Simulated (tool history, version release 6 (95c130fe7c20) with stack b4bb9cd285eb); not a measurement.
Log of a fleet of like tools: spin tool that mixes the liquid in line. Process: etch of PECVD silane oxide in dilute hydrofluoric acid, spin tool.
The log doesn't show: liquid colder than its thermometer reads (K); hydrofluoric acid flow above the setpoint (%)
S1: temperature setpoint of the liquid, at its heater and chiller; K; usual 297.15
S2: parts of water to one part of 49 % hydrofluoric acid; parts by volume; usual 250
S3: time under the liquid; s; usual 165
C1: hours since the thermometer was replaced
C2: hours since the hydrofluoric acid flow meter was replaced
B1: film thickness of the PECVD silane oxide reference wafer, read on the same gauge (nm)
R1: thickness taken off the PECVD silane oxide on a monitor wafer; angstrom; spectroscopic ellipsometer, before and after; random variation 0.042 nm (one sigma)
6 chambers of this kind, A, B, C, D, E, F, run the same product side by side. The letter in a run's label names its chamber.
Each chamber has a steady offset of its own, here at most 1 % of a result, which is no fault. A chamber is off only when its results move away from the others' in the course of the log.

run	hour	S1	S2	S3	C1	C2	B1	R1
1B	10.8	297.15	250	165	219.8	460.3	120.02	83.949
2E	23.4	297.15	250	165	574.9	203.4	120	83.39
3F	35.7	297.15	250	165	185.4	1640.7	119.99	83.935
# hour 38.5: chamber C: thermometer replaced
4C	49.2	297.15	250	165	10.8	579.6	119.99	83.795
5A	57.6	297.15	250	165	234.5	2666.7	120.03	84.779
6D	69.2	297.15	250	165	1224.8	1379.8	120.02	82.746
7E	82.1	297.15	250	165	633.6	262.1	119.99	83.172
8B	94.7	297.15	250	165	303.7	544.2	120.01	83.549
9A	103.4	297.15	250	165	280.3	2712.5	120	84.351
10D	117.4	297.15	250	165	1273	1428	119.99	83.145
# hour 124.1: chamber F: hydrofluoric acid flow meter replaced
11C	131.8	297.15	250	165	93.4	662.2	119.99	83.001
12F	145.4	297.15	195	165	295.1	21.4	120.02	114.36
13E	155.2	297.15	195	165	706.7	335.2	120.03	114.76
14A	171.3	297.15	195	165	348.2	2780.4	120.01	114.82
15D	181.8	297.15	195	165	1337.4	1492.4	120.02	113.82
16C	196.8	297.15	195	165	158.4	727.2	119.99	113.68
# hour 205.2: chamber A: hydrofluoric acid flow meter replaced
17B	207.9	297.15	195	165	416.9	657.4	119.98	114.32
18F	217	297.15	250	165	366.7	93	119.99	83.676
19A	232.3	297.15	250	165	409.2	27.2	120.02	84.387
20B	242.9	297.15	250	165	451.9	692.4	119.95	83.301
21C	253	297.15	250	165	214.6	783.4	120.04	84.171
22F	261.4	297.15	250	165	411.1	137.4	120.01	84.023
23E	274.3	297.15	250	165	825.8	454.3	119.97	83.679
24D	287.5	292.65	250	105	1443.1	1598.1	120.01	44.988
25C	300.8	292.65	250	105	262.4	831.2	120	45.18
26F	308.2	292.65	250	105	457.9	184.2	119.99	45.172
27E	320.3	292.65	250	105	871.8	500.3	119.98	45.677
28B	336.7	292.65	250	105	545.7	786.2	120.01	45.301
29A	347.8	292.65	250	105	524.7	142.7	119.97	45.041
30D	356.9	297.15	250	165	1512.5	1667.5	120.03	82.319
31F	366.5	297.15	250	165	516.2	242.5	119.99	83.253
32C	378	297.15	250	165	339.6	908.4	119.97	83.653
33E	388.2	297.15	250	165	939.7	568.2	120.02	84.927
34A	397.6	297.15	250	165	574.5	192.5	120	84.499
35B	409.2	297.15	250	165	618.2	858.7	119.98	84.196
36D	422.5	297.15	250	165	1578.1	1733.1	120.04	82.697
37F	431	297.15	250	165	580.7	307	120.03	83.77
# hour 433.7: chamber E: thermometer replaced
# hour 440.9: chamber C: hydrofluoric acid flow meter replaced
38A	446.1	297.15	250	165	623	241	120	84.719
39B	453.5	297.15	250	165	662.5	903	120	84.035
40D	467.5	297.15	250	165	1623.1	1778.1	120.05	83.684
41E	475.3	297.15	250	165	41.7	655.3	119.99	84.582
42C	484.1	297.15	250	165	445.7	43.3	119.98	82.86
43D	498.4	293.65	250	165	1654	1809	119.97	72.93
44E	513.7	293.65	250	165	80.1	693.7	119.98	75.745

Next, every chamber runs the same settings. What will each give?
45A	525.6	297.15	145	165				?
45B	525.6	297.15	145	165				?
45C	525.6	297.15	145	165				?
45D	525.6	297.15	145	165				?
45E	525.6	297.15	145	165				?
45F	525.6	297.15	145	165				?

run	R1
45A	162.02
45B	164.13
45C	164.1
45D	159.92
45E	166.82
45F	160.76
